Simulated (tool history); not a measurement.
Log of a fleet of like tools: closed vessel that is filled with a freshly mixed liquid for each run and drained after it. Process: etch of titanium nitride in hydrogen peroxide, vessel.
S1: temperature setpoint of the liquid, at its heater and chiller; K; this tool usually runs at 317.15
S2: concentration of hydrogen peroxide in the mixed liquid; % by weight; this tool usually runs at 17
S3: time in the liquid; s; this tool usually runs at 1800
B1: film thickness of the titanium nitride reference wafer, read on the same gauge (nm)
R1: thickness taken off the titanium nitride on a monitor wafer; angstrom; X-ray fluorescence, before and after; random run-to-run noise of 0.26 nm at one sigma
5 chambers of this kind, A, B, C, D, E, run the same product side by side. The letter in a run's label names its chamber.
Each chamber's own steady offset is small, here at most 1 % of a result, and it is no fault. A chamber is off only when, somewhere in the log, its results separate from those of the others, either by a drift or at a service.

| run | hour | S1 | S2 | S3 | B1 | R1 |
|---|---|---|---|---|---|---|
| 1A | 2.7 | 317.15 | 17 | 1800 | 150 | 274.99 |
| 2B | 5.7 | 317.15 | 17 | 1800 | 150 | 273.5 |
|  | 9.6 | chamber B: thermometer replaced |
| 3C | 11 | 317.15 | 17 | 1800 | 150 | 279.25 |
| 4D | 16.4 | 317.15 | 17 | 1800 | 149.99 | 281.84 |
| 5E | 21.9 | 317.15 | 17 | 1800 | 150 | 282.85 |
| 6C | 27.7 | 317.15 | 17 | 1800 | 150.01 | 283.07 |
| 7D | 30.9 | 317.15 | 17 | 1800 | 150.01 | 279.75 |
| 8B | 35.6 | 317.15 | 17 | 1800 | 150 | 277.6 |
| 9A | 38.2 | 317.15 | 17 | 1800 | 149.99 | 277.8 |
| 10E | 42.8 | 317.15 | 17 | 1800 | 149.98 | 281.08 |
| 11B | 47.4 | 326.15 | 17 | 1800 | 150.01 | 529.36 |
| 12E | 52.6 | 326.15 | 17 | 1800 | 149.98 | 542.23 |
| 13A | 57.8 | 326.15 | 17 | 1800 | 149.99 | 530.28 |
| 14D | 61.3 | 326.15 | 17 | 1800 | 150.01 | 531.16 |
| 15C | 66.9 | 326.15 | 17 | 1800 | 149.97 | 515.67 |
| 16C | 70.1 | 317.15 | 17 | 1800 | 150.01 | 271.67 |
| 17D | 74.1 | 317.15 | 17 | 1800 | 150.02 | 278.59 |
| 18E | 78.7 | 307.65 | 14 | 1800 | 149.99 | 129.63 |
| 19B | 84.2 | 307.65 | 14 | 1800 | 150.01 | 128.25 |
| 20A | 88.9 | 307.65 | 14 | 1800 | 150 | 128.79 |
| 21C | 92.5 | 307.65 | 14 | 1800 | 150.01 | 123.91 |
| 22A | 96.2 | 307.65 | 14 | 1800 | 150.02 | 129.62 |
| 23B | 101.8 | 317.15 | 17 | 1800 | 150.01 | 276.26 |
| 24D | 107.4 | 317.15 | 17 | 1800 | 149.99 | 281.24 |
| 25E | 111.8 | 317.15 | 21.5 | 1800 | 150 | 299.77 |
| 26D | 115 | 317.15 | 21.5 | 1800 | 150.01 | 294.27 |
| 27C | 120.1 | 317.15 | 21.5 | 1800 | 149.99 | 265.97 |
| 28E | 125.4 | 317.15 | 21.5 | 1800 | 150.01 | 298.29 |
| 29A | 128.3 | 317.15 | 21.5 | 1800 | 149.99 | 297.26 |
| 30B | 133.7 | 317.15 | 17 | 1800 | 150.01 | 277.04 |
| 31E | 137.1 | 317.15 | 17 | 1800 | 150.03 | 280.87 |

Decide between three cases: one chamber stands off from its peers, the gauge reading all wafers drifts, or nothing is wrong past each chamber's small offset. Where a chamber is off, say which and what most likely put it there.

Little by little, chamber C moves away from the other chambers.
Most likely cause: liquid colder than its thermometer reads (K) = 1.51.

Below are 4 candidate recipes for chamber C's next run, each the usual settings with a change, their results shown as question marks. Which of them brings C's results back in line with what the other chambers give on the usual settings?
In line here means within this much of the mean the other chambers give on the usual settings: R1 9.1 angstrom
| 32C-1 | 141.3 | 317.15 | 17 | 2005 |  | ? |
| 32C-2 | 141.3 | 317.65 | 17 | 1800 |  | ? |
| 32C-3 | 141.3 | 317.15 | 17 | 1595 |  | ? |
| 32C-4 | 141.3 | 316.65 | 17 | 1800 |  | ? |

The other chambers' mean on the usual settings: R1 279.24 angstrom
| run | R1 |
|---|---|
| 32C-1 | 275.79 |
| 32C-2 | 257.13 |
| 32C-3 | 219.39 |
| 32C-4 | 238.56 |
32C-1 is the one that brings the chamber's results back in line with the other chambers.

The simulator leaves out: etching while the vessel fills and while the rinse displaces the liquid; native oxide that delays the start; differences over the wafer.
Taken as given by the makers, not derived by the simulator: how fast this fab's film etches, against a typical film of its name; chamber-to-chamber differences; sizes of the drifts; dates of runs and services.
